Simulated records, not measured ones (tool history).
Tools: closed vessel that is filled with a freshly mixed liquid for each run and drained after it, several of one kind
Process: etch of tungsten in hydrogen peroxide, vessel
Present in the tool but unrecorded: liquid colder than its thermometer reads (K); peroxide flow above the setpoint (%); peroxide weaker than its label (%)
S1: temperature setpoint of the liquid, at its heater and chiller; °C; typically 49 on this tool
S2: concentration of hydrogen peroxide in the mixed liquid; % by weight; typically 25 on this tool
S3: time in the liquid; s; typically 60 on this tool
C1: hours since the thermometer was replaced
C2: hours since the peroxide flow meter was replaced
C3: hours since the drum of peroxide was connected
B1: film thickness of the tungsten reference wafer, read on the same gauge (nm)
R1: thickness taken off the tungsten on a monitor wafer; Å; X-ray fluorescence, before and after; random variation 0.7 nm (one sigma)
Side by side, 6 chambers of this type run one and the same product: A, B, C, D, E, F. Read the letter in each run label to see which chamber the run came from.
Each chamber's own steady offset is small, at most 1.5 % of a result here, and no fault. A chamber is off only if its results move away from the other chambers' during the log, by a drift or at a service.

Run 1E, hour 6: usual settings; C1 1875.5; C2 736.6; C3 296.6; B1 50.007. Result: R1 936.18 Å.
Run 2B, hour 16.7: usual settings; C1 768.1; C2 1282.8; C3 34.6; B1 50.031. Result: R1 944.85 Å.
Run 3C, hour 26.5: usual settings; C1 1542.8; C2 1013.8; C3 374.2; B1 50.023. Result: R1 940.15 Å.
Run 4F, hour 35.1: usual settings; C1 355.6; C2 185.5; C3 71.9; B1 50.013. Result: R1 939.83 Å.
Run 5A, hour 46.6: usual settings; C1 147.3; C2 193; C3 230.5; B1 50.029. Result: R1 948.16 Å.
Run 6D, hour 57.6: usual settings; C1 364.9; C2 1402; C3 407.7; B1 50.009. Result: R1 937.85 Å.
Run 7F, hour 67.4: usual settings; C1 387.9; C2 217.8; C3 104.2; B1 49.999. Result: R1 938.7 Å.
At hour 70.1: chamber C: thermometer replaced.
Run 8B, hour 78.5: usual settings but S2 19.5 % by weight, S3 50 s; C1 829.9; C2 1344.6; C3 96.4; B1 49.992. Result: R1 692.05 Å.
Run 9E, hour 90.4: usual settings but S2 19.5 % by weight, S3 50 s; C1 1959.9; C2 821; C3 381; B1 50.02. Result: R1 684.37 Å.
At hour 91.1: chamber E: new drum of peroxide connected.
Run 10D, hour 98.4: usual settings but S2 19.5 % by weight, S3 50 s; C1 405.7; C2 1442.8; C3 448.5; B1 50.015. Result: R1 702.17 Å.
Run 11A, hour 104: usual settings but S2 19.5 % by weight, S3 50 s; C1 204.7; C2 250.4; C3 287.9; B1 49.966. Result: R1 690.48 Å.
At hour 113.9: chamber B: thermometer replaced.
Run 12C, hour 114.3: usual settings but S2 19.5 % by weight, S3 50 s; C1 44.3; C2 1101.6; C3 462; B1 50. Result: R1 698.64 Å.
Run 13E, hour 124.8: usual settings but S2 19.5 % by weight, S3 50 s; C1 1994.3; C2 855.4; C3 33.7; B1 50.026. Result: R1 689.02 Å.
Run 14B, hour 132.3: usual settings; C1 18.5; C2 1398.4; C3 150.2; B1 50.039. Result: R1 942.1 Å.
Run 15C, hour 140: usual settings but S1 44.5 °C; C1 70; C2 1127.3; C3 487.7; B1 50.015. Result: R1 715.11 Å.
Run 16F, hour 151.7: usual settings but S1 44.5 °C; C1 472.2; C2 302.1; C3 188.5; B1 49.977. Result: R1 704.84 Å.
Run 17A, hour 157.9: usual settings but S1 44.5 °C; C1 258.6; C2 304.3; C3 341.8; B1 50.022. Result: R1 711.57 Å.
Run 18D, hour 166.2: usual settings but S1 44.5 °C; C1 473.5; C2 1510.6; C3 516.3; B1 50.047. Result: R1 712.43 Å.
Run 19C, hour 174.7: usual settings but S1 44.5 °C; C1 104.7; C2 1162; C3 522.4; B1 50.067. Result: R1 711.35 Å.
Run 20D, hour 182.1: usual settings but S1 44.5 °C; C1 489.4; C2 1526.5; C3 532.2; B1 49.98. Result: R1 702.26 Å.
Run 21B, hour 193.5: usual settings; C1 79.7; C2 1459.6; C3 211.4; B1 49.947. Result: R1 950.99 Å.
Run 22F, hour 205.5: usual settings; C1 526; C2 355.9; C3 242.3; B1 49.999. Result: R1 938.25 Å.
Run 23E, hour 217.1: usual settings; C1 2086.6; C2 947.7; C3 126; B1 49.995. Result: R1 942.61 Å.
Run 24A, hour 225.3: usual settings; C1 326; C2 371.7; C3 409.2; B1 50.031. Result: R1 950.29 Å.
Run 25B, hour 232.5: usual settings; C1 118.7; C2 1498.6; C3 250.4; B1 50.028. Result: R1 939.99 Å.
Run 26E, hour 242.7: usual settings but S1 40.5 °C, S2 19 % by weight; C1 2112.2; C2 973.3; C3 151.6; B1 50.004. Result: R1 488.88 Å.
Run 27C, hour 248.3: usual settings but S1 40.5 °C, S2 19 % by weight; C1 178.3; C2 1235.6; C3 596; B1 49.987. Result: R1 491.67 Å.
Run 28D, hour 258.2: usual settings but S1 40.5 °C, S2 19 % by weight; C1 565.5; C2 1602.6; C3 608.3; B1 50.027. Result: R1 471.71 Å.
Run 29A, hour 268.7: usual settings but S1 40.5 °C, S2 19 % by weight; C1 369.4; C2 415.1; C3 452.6; B1 49.946. Result: R1 484.97 Å.
Run 30F, hour 274.7: usual settings but S1 40.5 °C, S2 19 % by weight; C1 595.2; C2 425.1; C3 311.5; B1 50.029. Result: R1 482.06 Å.
Run 31D, hour 285: usual settings but S1 40.5 °C, S2 19 % by weight; C1 592.3; C2 1629.4; C3 635.1; B1 50.041. Result: R1 479.44 Å.
Run 32B, hour 291.1: usual settings; C1 177.3; C2 1557.2; C3 309; B1 49.985. Result: R1 941.84 Å.
Run 33A, hour 296.4: usual settings; C1 397.1; C2 442.8; C3 480.3; B1 50.034. Result: R1 949.79 Å.
Run 34E, hour 302.8: usual settings; C1 2172.3; C2 1033.4; C3 211.7; B1 50.006. Result: R1 943.67 Å.
Run 35F, hour 308.7: usual settings but S3 75 s; C1 629.2; C2 459.1; C3 345.5; B1 49.998. Result: R1 1169.5 Å.
Run 36C, hour 319.6: usual settings but S3 75 s; C1 249.6; C2 1306.9; C3 667.3; B1 49.959. Result: R1 1227 Å.
Run 37F, hour 331.2: usual settings but S3 75 s; C1 651.7; C2 481.6; C3 368; B1 50.007. Result: R1 1162.5 Å.
Run 38E, hour 339.1: usual settings but S3 75 s; C1 2208.6; C2 1069.7; C3 248; B1 50.013. Result: R1 1165.4 Å.
Run 39A, hour 351: usual settings but S3 75 s; C1 451.7; C2 497.4; C3 534.9; B1 50.013. Result: R1 1180.2 Å.
Run 40C, hour 356.8: usual settings but S3 75 s; C1 286.8; C2 1344.1; C3 704.5; B1 50.058. Result: R1 1236.5 Å.
Run 41B, hour 368.5: usual settings; C1 254.7; C2 1634.6; C3 386.4; B1 50.025. Result: R1 949.48 Å.
Run 42D, hour 376: usual settings; C1 683.3; C2 1720.4; C3 726.1; B1 49.966. Result: R1 940.14 Å.
Run 43B, hour 385.9: usual settings; C1 272.1; C2 1652; C3 403.8; B1 49.956. Result: R1 952.25 Å.
Run 44E, hour 397.8: usual settings; C1 2267.3; C2 1128.4; C3 306.7; B1 49.99. Result: R1 934.44 Å.

Each of the 6 chambers runs these same settings next. Fill in every chamber's results:
Run 45A, hour 406.4: usual settings but S2 21 % by weight. Result: R1 ?.
Run 45B, hour 406.4: usual settings but S2 21 % by weight. Result: R1 ?.
Run 45C, hour 406.4: usual settings but S2 21 % by weight. Result: R1 ?.
Run 45D, hour 406.4: usual settings but S2 21 % by weight. Result: R1 ?.
Run 45E, hour 406.4: usual settings but S2 21 % by weight. Result: R1 ?.
Run 45F, hour 406.4: usual settings but S2 21 % by weight. Result: R1 ?.

run      R1
45A  871.46
45B  862.21
45C  921.25
45D  871.09
45E  858.17
45F  860.38
